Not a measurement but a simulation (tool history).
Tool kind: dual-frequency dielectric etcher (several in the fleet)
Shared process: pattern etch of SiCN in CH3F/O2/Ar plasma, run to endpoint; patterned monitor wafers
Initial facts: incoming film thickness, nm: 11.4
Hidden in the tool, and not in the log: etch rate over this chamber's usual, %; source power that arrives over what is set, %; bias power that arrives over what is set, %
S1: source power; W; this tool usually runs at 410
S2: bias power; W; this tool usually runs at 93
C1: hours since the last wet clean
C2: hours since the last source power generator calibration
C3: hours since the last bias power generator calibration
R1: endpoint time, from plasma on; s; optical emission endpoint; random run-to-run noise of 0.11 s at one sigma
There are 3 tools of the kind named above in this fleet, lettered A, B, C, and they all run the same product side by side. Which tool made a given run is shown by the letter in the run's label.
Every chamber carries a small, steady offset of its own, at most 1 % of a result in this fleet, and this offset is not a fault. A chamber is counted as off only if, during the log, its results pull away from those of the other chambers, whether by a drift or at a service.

Run 1A, day 0.138: usual settings; C1 362.7; C2 3702.3; C3 835.8. Result: R1 27.504 s.
Run 2C, day 0.262: usual settings; C1 124.3; C2 175.2; C3 2939.6. Result: R1 27.392 s.
Run 3B, day 0.462: usual settings; C1 16.5; C2 1701.6; C3 1052.7. Result: R1 27.602 s.
Run 4C, day 0.646: usual settings; C1 133.5; C2 184.4; C3 2948.8. Result: R1 27.449 s.
Run 5A, day 0.838: usual settings but S1 460 W; C1 379.5; C2 3719.1; C3 852.6. Result: R1 26.191 s.
Run 6B, day 1.071: usual settings but S1 460 W; C1 31.1; C2 1716.2; C3 1067.3. Result: R1 26.363 s.
Run 7B, day 1.229: usual settings but S1 460 W; C1 34.9; C2 1720.0; C3 1071.1. Result: R1 26.388 s.
Run 8C, day 1.433: usual settings; C1 152.4; C2 203.3; C3 2967.7. Result: R1 27.296 s.
Run 9A, day 1.646: usual settings but S1 440 W; C1 398.9; C2 3738.5; C3 872.0. Result: R1 26.725 s.
Run 10C, day 1.821: usual settings but S1 440 W; C1 161.7; C2 212.6; C3 2977.0. Result: R1 26.693 s.
Run 11B, day 2.033: usual settings but S1 440 W; C1 54.2; C2 1739.3; C3 1090.4. Result: R1 26.953 s.
Run 12A, day 2.175: usual settings; C1 411.6; C2 3751.2; C3 884.7. Result: R1 27.589 s.
Run 13A, day 2.296: usual settings; C1 414.5; C2 3754.1; C3 887.6. Result: R1 27.586 s.
Run 14C, day 2.462: usual settings; C1 177.1; C2 228.0; C3 2992.4. Result: R1 27.555 s.
Run 15B, day 2.638: usual settings but S1 320 W, S2 71 W; C1 68.7; C2 1753.8; C3 1104.9. Result: R1 33.264 s.
Run 16C, day 2.875: usual settings but S1 320 W, S2 71 W; C1 187.0; C2 237.9; C3 3002.3. Result: R1 33.290 s.
Run 17A, day 3.042: usual settings but S1 320 W, S2 71 W; C1 432.4; C2 3772.0; C3 905.5. Result: R1 33.162 s.
Run 18B, day 3.196: usual settings; C1 82.1; C2 1767.2; C3 1118.3. Result: R1 27.639 s.
Run 19B, day 3.392: usual settings; C1 86.8; C2 1771.9; C3 1123.0. Result: R1 27.606 s.
Run 20C, day 3.558: usual settings but S1 350 W; C1 203.4; C2 254.3; C3 3018.7. Result: R1 29.070 s.
Run 21A, day 3.717: usual settings but S1 350 W; C1 448.6; C2 3788.2; C3 921.7. Result: R1 28.902 s.
Run 22C, day 3.888: usual settings but S1 350 W; C1 211.3; C2 262.2; C3 3026.6. Result: R1 29.241 s.
Run 23B, day 4.117: usual settings; C1 104.2; C2 1789.3; C3 1140.4. Result: R1 27.579 s.
Run 24A, day 4.317: usual settings but S1 490 W, S2 107 W; C1 463.0; C2 3802.6; C3 936.1. Result: R1 24.164 s.
Run 25C, day 4.471: usual settings but S1 490 W, S2 107 W; C1 225.3; C2 276.2; C3 3040.6. Result: R1 24.235 s.
Run 26A, day 4.633: usual settings but S1 490 W, S2 107 W; C1 470.6; C2 3810.2; C3 943.7. Result: R1 24.060 s.
Run 27B, day 4.875: usual settings; C1 122.4; C2 1807.5; C3 1158.6. Result: R1 27.417 s.
Run 28C, day 4.992: usual settings; C1 237.8; C2 288.7; C3 3053.1. Result: R1 27.517 s.
Run 29A, day 5.250: usual settings; C1 485.4; C2 3825.0; C3 958.5. Result: R1 26.972 s.
Run 30B, day 5.462: usual settings; C1 136.5; C2 1821.6; C3 1172.7. Result: R1 27.689 s.
Run 31B, day 5.692: usual settings but S1 460 W; C1 142.0; C2 1827.1; C3 1178.2. Result: R1 26.296 s.
Run 32A, day 5.862: usual settings but S1 460 W; C1 500.1; C2 3839.7; C3 973.2. Result: R1 25.740 s.
Run 33C, day 5.983: usual settings but S1 460 W; C1 261.6; C2 312.5; C3 3076.9. Result: R1 26.343 s.
Run 34A, day 6.196: usual settings; C1 508.1; C2 3847.7; C3 981.2. Result: R1 26.748 s.
Run 35B, day 6.404: usual settings; C1 159.1; C2 1844.2; C3 1195.3. Result: R1 27.576 s.
Run 36C, day 6.571: usual settings; C1 275.7; C2 326.6; C3 3091.0. Result: R1 27.527 s.
Run 37B, day 6.821: usual settings; C1 169.1; C2 1854.2; C3 1205.3. Result: R1 27.413 s.
Run 38C, day 7.083: usual settings; C1 288.0; C2 338.9; C3 3103.3. Result: R1 27.583 s.
Run 39A, day 7.279: usual settings; C1 534.1; C2 3873.7; C3 1007.2. Result: R1 26.753 s.
Run 40C, day 7.517: usual settings; C1 298.4; C2 349.3; C3 3113.7. Result: R1 27.500 s.
Run 41A, day 7.671: usual settings; C1 543.5; C2 3883.1; C3 1016.6. Result: R1 26.770 s.
Run 42B, day 7.821: usual settings; C1 193.1; C2 1878.2; C3 1229.3. Result: R1 27.740 s.

Is one chamber out of step, is the gauge drifting, or do the chambers differ by no more than their own small offsets? For an off chamber, give its letter and the likeliest cause.

It is chamber A that slowly wanders off from its peers.
Most likely cause: etch rate over this chamber's usual, % = 3.89.

Below are 4 candidate recipes for chamber A's next run, each the usual settings with a change, their results shown as question marks. Which of them brings A's results back in line with what the other chambers give on the usual settings?
Allowed miss from the other chambers' usual-settings mean, per result, to count as in line: R1 0.380 s
Run 43A-1, day 8.012: usual settings but S1 390 W, S2 88 W. Result: R1 ?.
Run 43A-2, day 8.012: usual settings but S1 460 W, S2 104 W. Result: R1 ?.
Run 43A-3, day 8.012: usual settings but S2 103 W. Result: R1 ?.
Run 43A-4, day 8.012: usual settings but S1 370 W, S2 83 W. Result: R1 ?.

Average result of the remaining chambers running the usual settings: R1 27.540 s
  run      R1
43A-1  27.499
43A-2  24.317
43A-3  25.471
43A-4  28.647
43A-1 puts the chamber back in line with the other chambers.
